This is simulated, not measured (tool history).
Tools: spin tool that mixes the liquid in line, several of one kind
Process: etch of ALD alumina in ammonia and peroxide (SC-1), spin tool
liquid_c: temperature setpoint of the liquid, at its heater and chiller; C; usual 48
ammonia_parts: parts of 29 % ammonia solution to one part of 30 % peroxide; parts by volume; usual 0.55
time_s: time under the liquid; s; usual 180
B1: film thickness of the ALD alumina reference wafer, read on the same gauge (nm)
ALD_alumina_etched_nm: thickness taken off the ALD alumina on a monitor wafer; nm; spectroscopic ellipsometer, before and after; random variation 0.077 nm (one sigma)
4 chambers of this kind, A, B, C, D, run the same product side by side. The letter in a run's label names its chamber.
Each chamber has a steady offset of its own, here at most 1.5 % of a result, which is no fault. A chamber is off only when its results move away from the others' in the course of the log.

{"run": "1C", "day": 0.321, "liquid_c": 48, "ammonia_parts": 0.55, "time_s": 180, "B1": 99.997, "ALD_alumina_etched_nm": 9.9811}
{"run": "2A", "day": 0.608, "liquid_c": 48, "ammonia_parts": 0.55, "time_s": 180, "B1": 100.01, "ALD_alumina_etched_nm": 9.6631}
{"run": "3B", "day": 0.8, "liquid_c": 48, "ammonia_parts": 0.55, "time_s": 180, "B1": 100.0, "ALD_alumina_etched_nm": 9.9748}
{"run": "4D", "day": 0.967, "liquid_c": 48, "ammonia_parts": 0.55, "time_s": 180, "B1": 100.01, "ALD_alumina_etched_nm": 9.9619}
{"run": "5B", "day": 1.133, "liquid_c": 48, "ammonia_parts": 0.55, "time_s": 180, "B1": 99.994, "ALD_alumina_etched_nm": 10.011}
{"run": "6C", "day": 1.421, "liquid_c": 48, "ammonia_parts": 0.7, "time_s": 255, "B1": 100.0, "ALD_alumina_etched_nm": 14.444}
{"run": "7D", "day": 1.625, "liquid_c": 48, "ammonia_parts": 0.7, "time_s": 255, "B1": 100.02, "ALD_alumina_etched_nm": 14.493}
{"day": 1.729, "done": "chamber D: heated supply line repaired"}
{"run": "8A", "day": 1.858, "liquid_c": 48, "ammonia_parts": 0.7, "time_s": 255, "B1": 100.02, "ALD_alumina_etched_nm": 14.258}
{"run": "9B", "day": 2.133, "liquid_c": 48, "ammonia_parts": 0.7, "time_s": 255, "B1": 99.978, "ALD_alumina_etched_nm": 14.327}
{"run": "10C", "day": 2.446, "liquid_c": 48, "ammonia_parts": 0.7, "time_s": 180, "B1": 100.03, "ALD_alumina_etched_nm": 10.409}
{"run": "11D", "day": 2.721, "liquid_c": 48, "ammonia_parts": 0.7, "time_s": 180, "B1": 100.01, "ALD_alumina_etched_nm": 10.127}
{"run": "12A", "day": 2.971, "liquid_c": 48, "ammonia_parts": 0.7, "time_s": 180, "B1": 100.01, "ALD_alumina_etched_nm": 9.9639}
{"run": "13C", "day": 3.25, "liquid_c": 48, "ammonia_parts": 0.7, "time_s": 180, "B1": 100.01, "ALD_alumina_etched_nm": 10.513}
{"run": "14B", "day": 3.571, "liquid_c": 48, "ammonia_parts": 0.4, "time_s": 180, "B1": 99.988, "ALD_alumina_etched_nm": 9.6768}
{"run": "15A", "day": 3.904, "liquid_c": 48, "ammonia_parts": 0.4, "time_s": 180, "B1": 99.978, "ALD_alumina_etched_nm": 9.4899}
{"run": "16D", "day": 4.054, "liquid_c": 48, "ammonia_parts": 0.4, "time_s": 180, "B1": 99.997, "ALD_alumina_etched_nm": 9.5775}
{"run": "17D", "day": 4.279, "liquid_c": 48, "ammonia_parts": 0.4, "time_s": 180, "B1": 100.02, "ALD_alumina_etched_nm": 9.5501}
{"run": "18B", "day": 4.475, "liquid_c": 48, "ammonia_parts": 0.55, "time_s": 180, "B1": 99.999, "ALD_alumina_etched_nm": 10.003}
{"run": "19A", "day": 4.642, "liquid_c": 48, "ammonia_parts": 0.55, "time_s": 180, "B1": 100.02, "ALD_alumina_etched_nm": 9.8911}
{"run": "20C", "day": 4.979, "liquid_c": 48, "ammonia_parts": 0.55, "time_s": 180, "B1": 100.0, "ALD_alumina_etched_nm": 10.506}
{"run": "21A", "day": 5.171, "liquid_c": 48, "ammonia_parts": 0.55, "time_s": 180, "B1": 100.0, "ALD_alumina_etched_nm": 9.8237}
{"run": "22D", "day": 5.35, "liquid_c": 48, "ammonia_parts": 0.55, "time_s": 180, "B1": 100.04, "ALD_alumina_etched_nm": 9.8658}
{"run": "23C", "day": 5.679, "liquid_c": 48, "ammonia_parts": 0.55, "time_s": 180, "B1": 100.01, "ALD_alumina_etched_nm": 10.523}
{"run": "24B", "day": 5.938, "liquid_c": 48, "ammonia_parts": 0.55, "time_s": 180, "B1": 100.02, "ALD_alumina_etched_nm": 10.044}
{"run": "25C", "day": 6.279, "liquid_c": 48, "ammonia_parts": 0.55, "time_s": 180, "B1": 99.994, "ALD_alumina_etched_nm": 10.801}
{"run": "26A", "day": 6.558, "liquid_c": 48, "ammonia_parts": 0.55, "time_s": 180, "B1": 99.994, "ALD_alumina_etched_nm": 9.9104}
{"run": "27B", "day": 6.892, "liquid_c": 48, "ammonia_parts": 0.75, "time_s": 125, "B1": 99.996, "ALD_alumina_etched_nm": 7.0943}
{"run": "28D", "day": 7.171, "liquid_c": 48, "ammonia_parts": 0.75, "time_s": 125, "B1": 99.991, "ALD_alumina_etched_nm": 7.1789}
{"run": "29A", "day": 7.504, "liquid_c": 48, "ammonia_parts": 0.75, "time_s": 125, "B1": 99.977, "ALD_alumina_etched_nm": 7.0427}
{"run": "30B", "day": 7.708, "liquid_c": 48, "ammonia_parts": 0.75, "time_s": 125, "B1": 99.994, "ALD_alumina_etched_nm": 7.0977}

What goes on in this fleet: one chamber off, a drifting gauge, or nothing beyond the chambers' own small offsets? Name the chamber and the cause, if any.

Chamber C drifts away from the others.
Cause: liquid hotter than its thermometer reads (K) = 1.79.

Here are 4 candidates for chamber C's next run, each the usual settings with a change, their results left as question marks. Which one brings its results back in line with what the others give on the usual settings?
In line means no further than this from the other chambers' mean on the usual settings: ALD_alumina_etched_nm 0.2700 nm
{"run": "31C-1", "day": 7.954, "liquid_c": 48, "ammonia_parts": 0.55, "time_s": 225, "ALD_alumina_etched_nm": "?"}
{"run": "31C-2", "day": 7.954, "liquid_c": 47, "ammonia_parts": 0.55, "time_s": 170, "ALD_alumina_etched_nm": "?"}
{"run": "31C-3", "day": 7.954, "liquid_c": 48, "ammonia_parts": 0.55, "time_s": 200, "ALD_alumina_etched_nm": "?"}
{"run": "31C-4", "day": 7.954, "liquid_c": 48, "ammonia_parts": 0.55, "time_s": 145, "ALD_alumina_etched_nm": "?"}

The other chambers' mean on the usual settings: ALD_alumina_etched_nm 9.9000 nm
run=31C-1 ALD_alumina_etched_nm=13.7700
run=31C-2 ALD_alumina_etched_nm=9.8389
run=31C-3 ALD_alumina_etched_nm=12.2400
run=31C-4 ALD_alumina_etched_nm=8.8741
31C-2 brings the chamber back in line.
